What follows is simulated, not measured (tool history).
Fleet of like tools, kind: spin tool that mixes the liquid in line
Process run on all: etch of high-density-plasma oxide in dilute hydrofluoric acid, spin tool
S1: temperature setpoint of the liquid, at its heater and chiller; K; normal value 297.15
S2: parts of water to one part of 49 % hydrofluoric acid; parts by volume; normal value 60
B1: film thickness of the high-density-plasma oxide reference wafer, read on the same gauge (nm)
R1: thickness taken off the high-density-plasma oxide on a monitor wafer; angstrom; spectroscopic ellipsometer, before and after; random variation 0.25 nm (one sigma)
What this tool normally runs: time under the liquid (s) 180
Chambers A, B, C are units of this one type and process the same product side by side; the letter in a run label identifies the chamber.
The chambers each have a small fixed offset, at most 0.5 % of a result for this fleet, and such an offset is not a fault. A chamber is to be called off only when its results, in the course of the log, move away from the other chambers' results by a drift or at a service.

Run 1C, day 0.225: usual settings; B1 49.995. Result: R1 266.05 angstrom.
Run 2B, day 0.483: usual settings; B1 49.985. Result: R1 264.62 angstrom.
Run 3A, day 0.954: usual settings; B1 50.012. Result: R1 267.17 angstrom.
Run 4B, day 1.342: usual settings; B1 50.002. Result: R1 266.07 angstrom.
Run 5A, day 1.788: usual settings; B1 49.996. Result: R1 264.17 angstrom.
Run 6C, day 2.004: usual settings; B1 49.994. Result: R1 263.47 angstrom.
Run 7B, day 2.271: usual settings; B1 49.983. Result: R1 268.59 angstrom.
Run 8C, day 2.6: usual settings; B1 49.99. Result: R1 265.15 angstrom.
Run 9A, day 2.812: usual settings; B1 49.979. Result: R1 266.81 angstrom.
Run 10A, day 3.079: usual settings; B1 50.007. Result: R1 270.75 angstrom.
Run 11B, day 3.533: usual settings; B1 49.996. Result: R1 270.11 angstrom.
Run 12C, day 3.829: usual settings; B1 49.986. Result: R1 267.75 angstrom.
Run 13B, day 4.271: usual settings; B1 49.989. Result: R1 275.53 angstrom.
Run 14C, day 4.754: usual settings; B1 49.987. Result: R1 270.69 angstrom.
Run 15A, day 5.192: usual settings; B1 50.006. Result: R1 267.43 angstrom.
Run 16A, day 5.425: usual settings; B1 49.992. Result: R1 264.95 angstrom.
Run 17B, day 5.646: usual settings; B1 49.991. Result: R1 280.58 angstrom.
Run 18C, day 5.867: usual settings; B1 50.008. Result: R1 268.72 angstrom.
Run 19A, day 6.25: usual settings; B1 50.014. Result: R1 267.68 angstrom.
Run 20B, day 6.558: usual settings; B1 49.983. Result: R1 287.12 angstrom.
Run 21C, day 7.004: usual settings; B1 50.004. Result: R1 264.93 angstrom.
Run 22C, day 7.308: usual settings; B1 50.01. Result: R1 266.11 angstrom.

For the next run the whole fleet of 3 chambers uses the same settings. Give each chamber's results:
Run 23A, day 7.654: usual settings. Result: R1 ?.
Run 23B, day 7.654: usual settings. Result: R1 ?.
Run 23C, day 7.654: usual settings. Result: R1 ?.

run      R1
23A   266.4
23B  294.84
23C   261.8

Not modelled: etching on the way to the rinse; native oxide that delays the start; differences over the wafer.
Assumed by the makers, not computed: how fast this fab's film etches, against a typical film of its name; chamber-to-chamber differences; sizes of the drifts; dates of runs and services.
